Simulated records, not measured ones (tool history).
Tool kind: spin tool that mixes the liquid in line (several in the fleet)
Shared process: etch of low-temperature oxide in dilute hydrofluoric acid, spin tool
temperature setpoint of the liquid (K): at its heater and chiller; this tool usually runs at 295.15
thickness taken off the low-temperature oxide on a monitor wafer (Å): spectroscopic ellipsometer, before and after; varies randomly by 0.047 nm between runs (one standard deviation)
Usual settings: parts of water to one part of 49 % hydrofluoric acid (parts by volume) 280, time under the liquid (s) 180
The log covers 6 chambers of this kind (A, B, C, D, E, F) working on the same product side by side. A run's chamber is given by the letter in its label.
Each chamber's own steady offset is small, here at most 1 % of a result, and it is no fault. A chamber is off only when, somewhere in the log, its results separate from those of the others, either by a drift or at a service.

run	day	temperature setpoint of the liquid (K)	parts of water to one part of 49 % hydrofluoric acid (parts by volume)	time under the liquid (s)	read-back film thickness of the low-temperature oxide reference wafer, read on the same gauge (nm)	thickness taken off the low-temperature oxide on a monitor wafer (Å)
# day 0.229: chamber F: hydrofluoric acid flow meter replaced
1E	0.275	295.15	280	180	99.980	52.034
2B	0.579	295.15	280	180	99.984	52.994
3F	0.917	295.15	280	180	100.010	53.202
# day 1.050: chamber B: hydrofluoric acid flow meter replaced
4A	1.321	295.15	280	180	99.996	52.157
5D	1.812	295.15	280	180	99.988	52.514
# day 1.954: chamber F: thermometer replaced
6C	2.075	295.15	280	180	100.010	52.097
7F	2.375	295.15	280	180	99.980	52.678
8E	2.733	295.15	280	180	99.999	50.938
9D	3.008	299.65	280	180	100.010	61.079
10B	3.288	299.65	280	180	99.985	61.119
11C	3.567	299.65	280	180	100.010	61.642
12A	3.921	299.65	280	180	100.010	62.005
13B	4.196	299.65	280	180	99.993	61.257
14F	4.617	299.65	280	180	100.010	61.888
15E	4.838	295.15	280	180	99.982	52.584
# day 4.850: chamber B: thermometer replaced
16C	5.262	295.15	280	180	100.010	52.330
17D	5.575	295.15	280	180	100.030	53.186
18A	5.938	295.15	280	180	100.020	54.652
19D	6.221	295.15	280	180	99.991	52.080
20C	6.662	295.15	165	120	99.993	66.601
21F	7.017	295.15	165	120	100.000	65.925
22B	7.504	295.15	165	120	100.020	66.514
23A	7.975	295.15	165	120	100.010	67.064
24E	8.271	295.15	165	120	99.987	65.194
25F	8.754	295.15	165	120	100.020	65.997
26A	9.088	295.15	280	180	99.992	54.851
27C	9.525	295.15	280	180	100.000	52.424
28B	9.808	295.15	280	180	99.996	52.566
29E	10.262	295.15	280	180	99.993	52.076
30D	10.546	295.15	280	180	100.030	52.354
31E	10.950	295.15	280	180	100.000	51.999
# day 11.208: chamber E: hydrofluoric acid flow meter replaced
32C	11.258	295.15	280	180	99.972	51.702
33F	11.742	295.15	225	115	99.988	43.436
34A	12.042	295.15	225	115	99.985	47.053
35D	12.321	295.15	225	115	100.000	44.165
36B	12.604	295.15	225	115	100.020	43.624
37B	13.029	295.15	225	115	100.020	44.048
38E	13.475	295.15	225	115	99.985	43.329
39C	13.712	295.15	280	180	99.996	52.142
40F	14.117	295.15	280	180	99.979	52.336

All chambers now run identical settings, listed one chamber a line with results as question marks. What results will each chamber show?
41A	14.483	295.15	280	180		?
41B	14.483	295.15	280	180		?
41C	14.483	295.15	280	180		?
41D	14.483	295.15	280	180		?
41E	14.483	295.15	280	180		?
41F	14.483	295.15	280	180		?

run	thickness taken off the low-temperature oxide on a monitor wafer (Å)
41A	57.288
41B	52.329
41C	52.535
41D	53.139
41E	51.182
41F	52.629
